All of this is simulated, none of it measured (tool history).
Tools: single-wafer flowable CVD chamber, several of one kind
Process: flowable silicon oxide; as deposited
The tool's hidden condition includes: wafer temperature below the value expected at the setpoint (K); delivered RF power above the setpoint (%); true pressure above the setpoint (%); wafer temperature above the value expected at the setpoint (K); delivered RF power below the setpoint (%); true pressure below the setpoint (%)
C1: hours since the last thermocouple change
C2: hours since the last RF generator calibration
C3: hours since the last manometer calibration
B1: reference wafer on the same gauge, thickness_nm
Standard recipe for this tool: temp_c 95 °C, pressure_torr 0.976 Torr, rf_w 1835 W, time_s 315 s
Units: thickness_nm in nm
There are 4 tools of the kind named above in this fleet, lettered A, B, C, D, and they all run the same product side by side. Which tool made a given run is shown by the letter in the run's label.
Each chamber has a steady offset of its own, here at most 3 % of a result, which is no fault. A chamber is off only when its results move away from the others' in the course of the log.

run 1B hour=4.3 | temp_c=95 pressure_torr=0.976 rf_w=1835 time_s=315 | C1=1305.5 C2=1482.6 C3=11.0 | B1=255.08 | thickness_nm=285.82
run 2D hour=8.1 | temp_c=95 pressure_torr=0.976 rf_w=1835 time_s=315 | C1=2640.2 C2=414.5 C3=1740.1 | B1=254.91 | thickness_nm=284.78
run 3C hour=12.8 | temp_c=95 pressure_torr=0.976 rf_w=1835 time_s=315 | C1=401.8 C2=1837.7 C3=911.5 | B1=255.18 | thickness_nm=275.42
run 4A hour=16.5 | temp_c=95 pressure_torr=0.976 rf_w=1835 time_s=315 | C1=1774.3 C2=2063.8 C3=248.7 | B1=254.85 | thickness_nm=283.18
run 5D hour=21.7 | temp_c=95 pressure_torr=1.176 rf_w=1835 time_s=264 | C1=2653.8 C2=428.1 C3=1753.7 | B1=255.02 | thickness_nm=297.64
-- hour=25.9 chamber A: RF generator calibrated
run 6C hour=27.9 | temp_c=95 pressure_torr=1.176 rf_w=1835 time_s=264 | C1=416.9 C2=1852.8 C3=926.6 | B1=255.05 | thickness_nm=286.37
run 7B hour=31.5 | temp_c=95 pressure_torr=1.176 rf_w=1835 time_s=264 | C1=1332.7 C2=1509.8 C3=38.2 | B1=255.08 | thickness_nm=297.34
run 8A hour=35.4 | temp_c=95 pressure_torr=1.176 rf_w=1835 time_s=264 | C1=1793.2 C2=9.5 C3=267.6 | B1=255.22 | thickness_nm=293.69
run 9C hour=38.9 | temp_c=95 pressure_torr=0.976 rf_w=1835 time_s=315 | C1=427.9 C2=1863.8 C3=937.6 | B1=254.91 | thickness_nm=274.08
run 10D hour=44.6 | temp_c=95 pressure_torr=0.976 rf_w=1835 time_s=315 | C1=2676.7 C2=451.0 C3=1776.6 | B1=254.89 | thickness_nm=283.55
run 11A hour=47.9 | temp_c=95 pressure_torr=0.838 rf_w=1835 time_s=315 | C1=1805.7 C2=22.0 C3=280.1 | B1=255.02 | thickness_nm=234.61
run 12B hour=50.8 | temp_c=95 pressure_torr=0.838 rf_w=1835 time_s=315 | C1=1352.0 C2=1529.1 C3=57.5 | B1=255.33 | thickness_nm=234.60
run 13B hour=54.7 | temp_c=95 pressure_torr=0.838 rf_w=1835 time_s=315 | C1=1355.9 C2=1533.0 C3=61.4 | B1=255.12 | thickness_nm=236.05
run 14D hour=57.5 | temp_c=95 pressure_torr=0.838 rf_w=1835 time_s=315 | C1=2689.6 C2=463.9 C3=1789.5 | B1=254.74 | thickness_nm=233.50
run 15A hour=63.7 | temp_c=107 pressure_torr=0.976 rf_w=1835 time_s=315 | C1=1821.5 C2=37.8 C3=295.9 | B1=255.09 | thickness_nm=188.27
run 16C hour=69.2 | temp_c=107 pressure_torr=0.976 rf_w=1835 time_s=315 | C1=458.2 C2=1894.1 C3=967.9 | B1=254.78 | thickness_nm=185.34
run 17A hour=72.6 | temp_c=107 pressure_torr=0.976 rf_w=1835 time_s=315 | C1=1830.4 C2=46.7 C3=304.8 | B1=255.14 | thickness_nm=190.01
run 18B hour=78.2 | temp_c=107 pressure_torr=0.976 rf_w=1835 time_s=315 | C1=1379.4 C2=1556.5 C3=84.9 | B1=255.07 | thickness_nm=190.59
run 19D hour=83.7 | temp_c=95 pressure_torr=0.758 rf_w=1835 time_s=315 | C1=2715.8 C2=490.1 C3=1815.7 | B1=254.83 | thickness_nm=205.02
run 20C hour=86.7 | temp_c=95 pressure_torr=0.758 rf_w=1835 time_s=315 | C1=475.7 C2=1911.6 C3=985.4 | B1=254.95 | thickness_nm=200.28
run 21D hour=91.4 | temp_c=95 pressure_torr=0.758 rf_w=1835 time_s=315 | C1=2723.5 C2=497.8 C3=1823.4 | B1=254.80 | thickness_nm=204.75
-- hour=91.6 chamber C: capacitance manometer re-zeroed and calibrated
-- hour=96.2 chamber A: thermocouple changed; heater temperature recalibrated
run 22A hour=96.5 | temp_c=95 pressure_torr=0.758 rf_w=1835 time_s=315 | C1=0.3 C2=70.6 C3=328.7 | B1=255.01 | thickness_nm=205.42
run 23B hour=102.1 | temp_c=95 pressure_torr=0.976 rf_w=1835 time_s=315 | C1=1403.3 C2=1580.4 C3=108.8 | B1=255.25 | thickness_nm=286.11
run 24C hour=107.9 | temp_c=95 pressure_torr=0.976 rf_w=1835 time_s=315 | C1=496.9 C2=1932.8 C3=16.3 | B1=254.93 | thickness_nm=276.82
run 25A hour=112.0 | temp_c=95 pressure_torr=0.976 rf_w=1835 time_s=315 | C1=15.8 C2=86.1 C3=344.2 | B1=254.92 | thickness_nm=282.56

What goes on in this fleet: one chamber off, a drifting gauge, or nothing beyond the chambers' own small offsets? Name the chamber and the cause, if any.

All chambers stay in line apart from their small fixed offsets, and the gauge does not drift.

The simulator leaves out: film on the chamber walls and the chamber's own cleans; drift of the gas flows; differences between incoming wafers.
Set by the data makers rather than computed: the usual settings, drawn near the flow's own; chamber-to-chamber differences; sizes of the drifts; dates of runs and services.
